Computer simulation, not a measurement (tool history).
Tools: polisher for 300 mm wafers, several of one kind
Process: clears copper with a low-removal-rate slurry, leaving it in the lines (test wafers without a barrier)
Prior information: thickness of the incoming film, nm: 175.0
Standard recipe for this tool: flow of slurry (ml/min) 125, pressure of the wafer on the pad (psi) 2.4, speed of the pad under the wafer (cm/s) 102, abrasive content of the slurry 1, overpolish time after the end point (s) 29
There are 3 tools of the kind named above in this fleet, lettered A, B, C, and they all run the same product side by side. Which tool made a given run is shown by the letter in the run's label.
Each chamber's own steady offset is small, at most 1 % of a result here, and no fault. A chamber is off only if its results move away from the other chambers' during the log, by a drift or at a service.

run   hour  flow of slurry (ml/min)  pressure of the wafer on the pad (psi)  speed of the pad under the wafer (cm/s)  abrasive content of the slurry  overpolish time after the end point (s)  wafers polished on this pad  hours since the slurry nozzle was cleaned  hours since the head pressure was calibrated  hours since the slurry blender was calibrated  time until the end point was called (s)  dishing of a wide line in a test structure (angstrom)
 1B   12.2                      125                                     2.4                                      102                               1                                       29                          428                                        412                                         567.2                                           33.9                                   65.013                                                 516.85
      17.1  -- chamber C: worn pad replaced by a new one
 2A   22.3                      125                                     2.4                                      102                               1                                       29                          719                                      329.3                                           373                                           47.4                                   65.174                                                  522.9
      32.8  -- chamber A: worn pad replaced by a new one
 3C   34.7                      125                                     2.4                                      102                               1                                       29                          199                                      144.8                                         856.5                                          165.7                                   64.746                                                 522.83
 4C   43.2                      125                                     2.4                                      102                               1                                       29                          295                                      153.3                                           865                                          174.2                                   65.633                                                 511.48
 5B   54.5                      125                                     2.4                                      102                               1                                       29                          906                                      454.3                                         609.5                                           76.2                                   64.728                                                 519.01
 6A   62.4                      125                                     2.4                                      102                               1                                       29                          335                                      369.4                                         413.1                                           87.5                                   63.449                                                 519.61
 7B   73.1                      125                                     2.4                                      102                               1                                       29                         1116                                      472.9                                         628.1                                           94.8                                   64.483                                                 523.86
        74  -- chamber B: head pressure recalibrated
      81.4  -- chamber A: head pressure recalibrated
      82.4  -- chamber C: slurry blender recalibrated
 8A   84.9                      125                                     2.4                                      102                               1                                       29                          589                                      391.9                                           3.5                                            110                                   64.807                                                 526.67
      85.6  -- chamber B: worn pad replaced by a new one
 9C   96.3                      125                                     2.4                                      102                               1                                       29                          896                                      206.4                                         918.1                                             14                                    65.93                                                 516.88
10A  105.4                      125                                     2.4                                      102                               1                                       29                          821                                      412.4                                            24                                          130.5                                   63.707                                                 517.13
     106.3  -- chamber A: worn pad replaced by a new one
     108.8  -- chamber B: slurry blender recalibrated
11C  113.2                      125                                     2.4                                      102                               1                                       29                         1087                                      223.3                                           935                                           30.9                                   63.922                                                 517.68
     118.3  -- chamber C: worn pad replaced by a new one
12B  122.9                      125                                     2.4                                      102                               1                                       29                          422                                      522.7                                          48.9                                           14.2                                   64.373                                                 521.49
13C  134.7                      125                                     2.4                                      102                               1                                       29                          186                                      244.8                                         956.5                                           52.4                                   65.043                                                 514.29
14A  146.3                      125                                     2.4                                      102                               1                                       29                          452                                      453.3                                          64.9                                          171.4                                   65.794                                                 520.83
15B  153.5                      125                                     2.4                                      102                               1                                       29                          768                                      553.3                                          79.5                                           44.8                                   63.905                                                 524.42
16C  159.5                      125                                     2.4                                      102                               1                                       29                          466                                      269.6                                         981.3                                           77.2                                   64.347                                                 513.76
     164.7  -- chamber A: slurry blender recalibrated
17B  169.7                      125                                     2.4                                      102                               1                                       29                          952                                      569.5                                          95.7                                             61                                   65.271                                                 527.58
18A  178.3                      125                                     2.4                                      102                               1                                       29                          814                                      485.3                                          96.9                                           13.6                                   64.336                                                 515.08
     182.2  -- chamber C: head pressure recalibrated
     188.9  -- chamber A: worn pad replaced by a new one
19A  190.8                      125                                     2.4                                      102                            1.25                                       29                           22                                      497.8                                         109.4                                           26.1                                   60.769                                                 542.87
20B  197.2                      125                                     2.4                                      102                            1.25                                       29                         1263                                        597                                         123.2                                           88.5                                   61.735                                                 543.01
     200.6  -- chamber B: worn pad replaced by a new one
21C  208.5                      125                                     2.4                                      102                            1.25                                       29                         1020                                      318.6                                          26.3                                          126.2                                    62.29                                                 538.86
22A  216.5                      125                                     2.4                                      102                               1                                       29                          313                                      523.5                                         135.1                                           51.8                                   65.755                                                 517.95
23B  225.7                      125                                     2.4                                      102                               1                                       29                          284                                      625.5                                         151.7                                            117                                   64.354                                                 520.75
     231.6  -- chamber C: worn pad replaced by a new one
24C  235.1                      125                                     2.4                                      122                               1                                       29                           40                                      345.2                                          52.9                                          152.8                                   54.236                                                 580.38
     240.8  -- chamber B: slurry blender recalibrated
25C    247                      125                                     2.4                                      122                               1                                       29                          174                                      357.1                                          64.8                                          164.7                                   53.169                                                  595.3
26A  256.5                      125                                     2.4                                      122                               1                                       29                          765                                      563.5                                         175.1                                           91.8                                   54.736                                                 592.68
     257.3  -- chamber A: worn pad replaced by a new one
27B  265.6                      125                                     2.4                                      102                               1                                       29                          735                                      665.4                                         191.6                                           24.8                                   65.832                                                 524.24
28C  277.6                      125                                     2.4                                      102                               1                                       29                          520                                      387.7                                          95.4                                          195.3                                   63.791                                                 502.07
29A  283.9                      125                                     2.4                                      102                               1                                       29                          301                                      590.9                                         202.5                                          119.2                                   63.441                                                 522.29
30B  292.7                      125                                     2.4                                      102                               1                                       29                         1041                                      692.5                                         218.7                                           51.9                                   64.195                                                 511.76
31C  299.4                      125                                     2.4                                      102                               1                                       29                          767                                      409.5                                         117.2                                          217.1                                   63.826                                                 506.27

The same settings go to every chamber for the next run, one line per chamber below. Forecast the results for each:
32A  308.4                      125                                     2.4                                      102                               1                                       29                                                                                                                                                                                                             ?                                                      ?
32B  308.4                      125                                     2.4                                      102                               1                                       29                                                                                                                                                                                                             ?                                                      ?
32C  308.4                      125                                     2.4                                      102                               1                                       29                                                                                                                                                                                                             ?                                                      ?

run  time until the end point was called (s)  dishing of a wide line in a test structure (angstrom)
32A                                   65.257                                                 513.66
32B                                   65.606                                                 516.98
32C                                   63.177                                                 505.07
